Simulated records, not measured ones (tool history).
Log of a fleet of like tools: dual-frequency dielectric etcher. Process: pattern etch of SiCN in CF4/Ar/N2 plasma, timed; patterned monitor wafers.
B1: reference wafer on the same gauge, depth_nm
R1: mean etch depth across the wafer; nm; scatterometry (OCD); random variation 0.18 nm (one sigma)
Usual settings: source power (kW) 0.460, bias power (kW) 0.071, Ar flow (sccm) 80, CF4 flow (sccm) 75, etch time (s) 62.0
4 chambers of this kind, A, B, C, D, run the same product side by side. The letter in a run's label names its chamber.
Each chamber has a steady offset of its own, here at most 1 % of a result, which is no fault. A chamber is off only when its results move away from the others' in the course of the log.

{"hour": 1.2, "done": "chamber B: wet clean of the chamber"}
{"run": "1A", "hour": 7.6, "source power (kW)": 0.46, "bias power (kW)": 0.071, "Ar flow (sccm)": 80, "CF4 flow (sccm)": 75, "etch time (s)": 62.0, "B1": 59.986, "R1": 56.055}
{"run": "2C", "hour": 15.4, "source power (kW)": 0.46, "bias power (kW)": 0.071, "Ar flow (sccm)": 80, "CF4 flow (sccm)": 75, "etch time (s)": 62.0, "B1": 59.982, "R1": 56.902}
{"run": "3D", "hour": 21.6, "source power (kW)": 0.46, "bias power (kW)": 0.071, "Ar flow (sccm)": 80, "CF4 flow (sccm)": 75, "etch time (s)": 62.0, "B1": 59.986, "R1": 55.906}
{"run": "4B", "hour": 34.2, "source power (kW)": 0.46, "bias power (kW)": 0.071, "Ar flow (sccm)": 80, "CF4 flow (sccm)": 75, "etch time (s)": 62.0, "B1": 59.997, "R1": 56.41}
{"run": "5B", "hour": 39.9, "source power (kW)": 0.46, "bias power (kW)": 0.071, "Ar flow (sccm)": 80, "CF4 flow (sccm)": 75, "etch time (s)": 62.0, "B1": 59.997, "R1": 56.885}
{"run": "6C", "hour": 47.5, "source power (kW)": 0.46, "bias power (kW)": 0.071, "Ar flow (sccm)": 80, "CF4 flow (sccm)": 75, "etch time (s)": 62.0, "B1": 60.036, "R1": 56.732}
{"run": "7A", "hour": 58.8, "source power (kW)": 0.46, "bias power (kW)": 0.071, "Ar flow (sccm)": 80, "CF4 flow (sccm)": 75, "etch time (s)": 62.0, "B1": 60.0, "R1": 56.779}
{"run": "8D", "hour": 70.5, "source power (kW)": 0.46, "bias power (kW)": 0.071, "Ar flow (sccm)": 80, "CF4 flow (sccm)": 75, "etch time (s)": 62.0, "B1": 59.983, "R1": 56.619}
{"run": "9B", "hour": 77.2, "source power (kW)": 0.46, "bias power (kW)": 0.071, "Ar flow (sccm)": 80, "CF4 flow (sccm)": 75, "etch time (s)": 62.0, "B1": 60.014, "R1": 56.495}
{"hour": 77.7, "done": "chamber C: wet clean of the chamber"}
{"run": "10C", "hour": 82.9, "source power (kW)": 0.46, "bias power (kW)": 0.071, "Ar flow (sccm)": 80, "CF4 flow (sccm)": 75, "etch time (s)": 62.0, "B1": 60.007, "R1": 56.762}
{"run": "11D", "hour": 94.1, "source power (kW)": 0.46, "bias power (kW)": 0.071, "Ar flow (sccm)": 80, "CF4 flow (sccm)": 75, "etch time (s)": 62.0, "B1": 60.05, "R1": 56.546}
{"run": "12A", "hour": 102.6, "source power (kW)": 0.46, "bias power (kW)": 0.071, "Ar flow (sccm)": 80, "CF4 flow (sccm)": 75, "etch time (s)": 62.0, "B1": 60.052, "R1": 56.706}
{"run": "13B", "hour": 109.1, "source power (kW)": 0.46, "bias power (kW)": 0.071, "Ar flow (sccm)": 80, "CF4 flow (sccm)": 75, "etch time (s)": 62.0, "B1": 60.022, "R1": 56.575}
{"hour": 109.7, "done": "chamber D: wet clean of the chamber"}
{"run": "14D", "hour": 115.8, "source power (kW)": 0.46, "bias power (kW)": 0.071, "Ar flow (sccm)": 80, "CF4 flow (sccm)": 75, "etch time (s)": 62.0, "B1": 60.001, "R1": 58.367}
{"run": "15A", "hour": 128.5, "source power (kW)": 0.46, "bias power (kW)": 0.071, "Ar flow (sccm)": 80, "CF4 flow (sccm)": 75, "etch time (s)": 71.0, "B1": 59.964, "R1": 64.505}
{"run": "16C", "hour": 139.0, "source power (kW)": 0.46, "bias power (kW)": 0.071, "Ar flow (sccm)": 80, "CF4 flow (sccm)": 75, "etch time (s)": 71.0, "B1": 60.012, "R1": 65.025}
{"run": "17B", "hour": 150.6, "source power (kW)": 0.46, "bias power (kW)": 0.071, "Ar flow (sccm)": 80, "CF4 flow (sccm)": 75, "etch time (s)": 71.0, "B1": 59.97, "R1": 64.704}
{"run": "18D", "hour": 157.5, "source power (kW)": 0.46, "bias power (kW)": 0.071, "Ar flow (sccm)": 80, "CF4 flow (sccm)": 75, "etch time (s)": 71.0, "B1": 60.002, "R1": 66.732}
{"run": "19C", "hour": 164.5, "source power (kW)": 0.46, "bias power (kW)": 0.071, "Ar flow (sccm)": 80, "CF4 flow (sccm)": 75, "etch time (s)": 62.0, "B1": 59.936, "R1": 56.703}
{"run": "20A", "hour": 170.2, "source power (kW)": 0.46, "bias power (kW)": 0.071, "Ar flow (sccm)": 80, "CF4 flow (sccm)": 75, "etch time (s)": 62.0, "B1": 59.986, "R1": 56.14}
{"run": "21D", "hour": 176.1, "source power (kW)": 0.46, "bias power (kW)": 0.071, "Ar flow (sccm)": 80, "CF4 flow (sccm)": 75, "etch time (s)": 62.0, "B1": 59.984, "R1": 58.518}
{"run": "22B", "hour": 188.3, "source power (kW)": 0.46, "bias power (kW)": 0.071, "Ar flow (sccm)": 80, "CF4 flow (sccm)": 75, "etch time (s)": 62.0, "B1": 60.007, "R1": 56.874}
{"run": "23A", "hour": 197.2, "source power (kW)": 0.46, "bias power (kW)": 0.071, "Ar flow (sccm)": 80, "CF4 flow (sccm)": 75, "etch time (s)": 62.0, "B1": 59.988, "R1": 56.325}
{"run": "24C", "hour": 207.0, "source power (kW)": 0.46, "bias power (kW)": 0.071, "Ar flow (sccm)": 80, "CF4 flow (sccm)": 75, "etch time (s)": 62.0, "B1": 59.939, "R1": 56.584}
{"run": "25C", "hour": 212.8, "source power (kW)": 0.46, "bias power (kW)": 0.071, "Ar flow (sccm)": 80, "CF4 flow (sccm)": 75, "etch time (s)": 62.0, "B1": 59.994, "R1": 56.479}
{"run": "26B", "hour": 222.4, "source power (kW)": 0.46, "bias power (kW)": 0.071, "Ar flow (sccm)": 80, "CF4 flow (sccm)": 75, "etch time (s)": 62.0, "B1": 59.931, "R1": 56.606}
{"run": "27D", "hour": 235.0, "source power (kW)": 0.46, "bias power (kW)": 0.071, "Ar flow (sccm)": 80, "CF4 flow (sccm)": 75, "etch time (s)": 62.0, "B1": 59.965, "R1": 58.157}
{"run": "28A", "hour": 244.8, "source power (kW)": 0.46, "bias power (kW)": 0.071, "Ar flow (sccm)": 80, "CF4 flow (sccm)": 75, "etch time (s)": 62.0, "B1": 60.016, "R1": 56.593}
{"hour": 252.4, "done": "chamber B: source power generator calibrated"}
{"run": "29C", "hour": 258.0, "source power (kW)": 0.46, "bias power (kW)": 0.071, "Ar flow (sccm)": 80, "CF4 flow (sccm)": 75, "etch time (s)": 62.0, "B1": 60.052, "R1": 56.838}
{"hour": 259.7, "done": "chamber A: wet clean of the chamber"}
{"run": "30A", "hour": 264.0, "source power (kW)": 0.46, "bias power (kW)": 0.058, "Ar flow (sccm)": 80, "CF4 flow (sccm)": 75, "etch time (s)": 62.0, "B1": 59.969, "R1": 53.047}
{"run": "31D", "hour": 271.5, "source power (kW)": 0.46, "bias power (kW)": 0.058, "Ar flow (sccm)": 80, "CF4 flow (sccm)": 75, "etch time (s)": 62.0, "B1": 60.075, "R1": 54.442}
{"run": "32B", "hour": 280.9, "source power (kW)": 0.46, "bias power (kW)": 0.058, "Ar flow (sccm)": 80, "CF4 flow (sccm)": 75, "etch time (s)": 62.0, "B1": 60.022, "R1": 53.116}

What goes on in this fleet: one chamber off, a drifting gauge, or nothing beyond the chambers' own small offsets? Name the chamber and the cause, if any.

A service left chamber D off against the others.
Cause: etch rate over this chamber's usual, % = 3.64.

Here are 4 candidates for chamber D's next run, each the usual settings with a change, their results left as question marks. Which one brings its results back in line with what the others give on the usual settings?
In line means no further than this from the other chambers' mean on the usual settings: R1 0.620 nm
{"run": "33D-1", "hour": 290.4, "source power (kW)": 0.46, "bias power (kW)": 0.071, "Ar flow (sccm)": 97, "CF4 flow (sccm)": 75, "etch time (s)": 62.0, "R1": "?"}
{"run": "33D-2", "hour": 290.4, "source power (kW)": 0.46, "bias power (kW)": 0.071, "Ar flow (sccm)": 80, "CF4 flow (sccm)": 75, "etch time (s)": 64.0, "R1": "?"}
{"run": "33D-3", "hour": 290.4, "source power (kW)": 0.46, "bias power (kW)": 0.071, "Ar flow (sccm)": 80, "CF4 flow (sccm)": 75, "etch time (s)": 61.5, "R1": "?"}
{"run": "33D-4", "hour": 290.4, "source power (kW)": 0.46, "bias power (kW)": 0.073, "Ar flow (sccm)": 80, "CF4 flow (sccm)": 76, "etch time (s)": 62.0, "R1": "?"}

The other chambers' mean on the usual settings: R1 56.624 nm
run=33D-1 R1=56.761
run=33D-2 R1=60.229
run=33D-3 R1=57.876
run=33D-4 R1=58.991
33D-1 brings the chamber back in line.
